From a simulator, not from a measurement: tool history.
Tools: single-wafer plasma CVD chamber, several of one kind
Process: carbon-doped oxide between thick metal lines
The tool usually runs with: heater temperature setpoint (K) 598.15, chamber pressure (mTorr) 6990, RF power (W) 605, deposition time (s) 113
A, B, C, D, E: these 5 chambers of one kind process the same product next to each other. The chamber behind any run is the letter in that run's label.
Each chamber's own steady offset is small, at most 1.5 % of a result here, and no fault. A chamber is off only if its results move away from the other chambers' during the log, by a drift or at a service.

run   hour  heater temperature setpoint (K)  chamber pressure (mTorr)  RF power (W)  deposition time (s)  hours since the last thermocouple change  hours since the last RF generator calibration  hours since the last manometer calibration  read-back reference wafer on the same gauge, thickness_nm  mean film thickness on the monitor wafer (Å)
 1D   14.4                           598.15                      6990           605                  113                                    1132.1                                         1553.5                                       594.8                                                     618.80                                        7061.7
 2C   28.6                           598.15                      6990           605                  113                                     654.7                                         1739.2                                      1077.8                                                     619.05                                        7138.6
 3A   41.6                           598.15                      6990           605                  113                                     864.0                                          546.3                                       288.0                                                     619.38                                        7160.2
 4E   55.6                           598.15                      6990           605                  113                                     709.5                                          356.9                                       398.4                                                     618.85                                        7082.6
 5B   66.5                           598.15                      6990           605                  113                                     929.6                                          752.6                                      1383.0                                                     619.16                                        7156.1
 6B   77.8                           598.15                      6990           605                  113                                     940.9                                          763.9                                      1394.3                                                     618.80                                        7187.9
 7A   85.9                           598.15                      6990           605                  113                                     908.3                                          590.6                                       332.3                                                     618.29                                        7059.7
 8C  101.2                           598.15                      6990           540                  113                                     727.3                                         1811.8                                      1150.4                                                     618.06                                        6663.7
 9D  115.3                           598.15                      6990           540                  113                                    1233.0                                         1654.4                                       695.7                                                     619.69                                        6661.3
10E  122.4                           598.15                      6990           540                  113                                     776.3                                          423.7                                       465.2                                                     619.42                                        6608.5
11D  134.9                           598.15                      6990           540                  113                                    1252.6                                         1674.0                                       715.3                                                     618.83                                        6631.0
12A  146.0                           598.15                      6990           540                  113                                     968.4                                          650.7                                       392.4                                                     618.65                                        6568.2
13E  161.1                           598.15                      6990           605                  113                                     815.0                                          462.4                                       503.9                                                     619.38                                        7064.1
14C  172.1                           598.15                      6990           605                  113                                     798.2                                         1882.7                                      1221.3                                                     618.86                                        7183.3
15B  186.5                           598.15                      6990           605                  113                                    1049.6                                          872.6                                      1503.0                                                     619.00                                        7203.2
16B  198.4                           598.15                      6990           605                  113                                    1061.5                                          884.5                                      1514.9                                                     619.96                                        7225.0
17D  206.6                           598.15                      6990           605                  113                                    1324.3                                         1745.7                                       787.0                                                     618.71                                        7160.1
18A  221.3                           598.15                      6990           605                  113                                    1043.7                                          726.0                                       467.7                                                     618.55                                        6954.2
     233.0  -- chamber B: thermocouple changed; heater temperature recalibrated
19E  236.1                           598.15                      6990           605                  113                                     890.0                                          537.4                                       578.9                                                     618.16                                        7143.8
20C  248.9                           598.15                      6990           605                  113                                     875.0                                         1959.5                                      1298.1                                                     618.70                                        7247.5
21D  264.3                           598.15                      6990           495                  113                                    1382.0                                         1803.4                                       844.7                                                     618.54                                        6309.3
22B  277.5                           598.15                      6990           495                  113                                      44.6                                          963.6                                      1594.0                                                     619.17                                        6364.8
23A  286.4                           598.15                      6990           495                  113                                    1108.8                                          791.1                                       532.8                                                     618.30                                        6030.0
     291.6  -- chamber A: thermocouple changed; heater temperature recalibrated
24C  295.8                           598.15                      6990           495                  113                                     921.9                                         2006.4                                      1345.0                                                     619.10                                        6346.8
25E  303.6                           598.15                      6990           495                  113                                     957.5                                          604.9                                       646.4                                                     618.37                                        6275.4
     308.2  -- chamber C: RF generator calibrated
26C  316.0                           606.15                      6990           645                  113                                     942.1                                            7.8                                      1365.2                                                     618.06                                        7304.7
27D  325.7                           606.15                      6990           645                  113                                    1443.4                                         1864.8                                       906.1                                                     619.65                                        7208.5
28E  333.4                           606.15                      6990           645                  113                                     987.3                                          634.7                                       676.2                                                     618.87                                        7189.1
29A  341.6                           606.15                      6990           645                  113                                      50.1                                          846.3                                       588.0                                                     618.40                                        6890.9
30B  354.3                           606.15                      6990           645                  113                                     121.4                                         1040.4                                      1670.8                                                     619.30                                        7284.2
31E  366.1                           598.15                      6990           605                  113                                    1020.0                                          667.4                                       708.9                                                     619.41                                        7038.5
32D  373.5                           598.15                      6990           605                  113                                    1491.2                                         1912.6                                       953.9                                                     619.83                                        7108.8
33C  387.4                           598.15                      6990           605                  113                                    1013.5                                           79.2                                      1436.6                                                     619.01                                        7200.6

Read the log: is a single chamber off, either drifting away or since a service, is the gauge that measures every chamber drifting, or is nothing wrong beyond small per-chamber offsets? Name any odd chamber and what most likely caused it.

Little by little, chamber A moves away from the other chambers.
Most likely cause: delivered RF power below the setpoint (%) = 7.24.

Which of the 4 candidates below, each the usual settings with something changed and its results left as question marks, puts chamber A back in line with what the other chambers give on the usual settings?
To be in line, a result may differ from the other chambers' mean on the usual settings by at most: mean film thickness on the monitor wafer (Å) 130.0
34A-1  398.4                           598.15                      6990           550                  113                                                                                                                                                                                                                                             ?
34A-2  398.4                           598.15                      7010           605                  115                                                                                                                                                                                                                                             ?
34A-3  398.4                           598.15                      6970           605                  111                                                                                                                                                                                                                                             ?
34A-4  398.4                           597.15                      7020           620                  117                                                                                                                                                                                                                                             ?

What the other chambers average on the usual settings: mean film thickness on the monitor wafer (Å) 7147.8
  run  mean film thickness on the monitor wafer (Å)
34A-1                                        6399.4
34A-2                                        6890.1
34A-3                                        6648.7
34A-4                                        7133.9
34A-4 is the one that brings the chamber's results back in line with the other chambers.

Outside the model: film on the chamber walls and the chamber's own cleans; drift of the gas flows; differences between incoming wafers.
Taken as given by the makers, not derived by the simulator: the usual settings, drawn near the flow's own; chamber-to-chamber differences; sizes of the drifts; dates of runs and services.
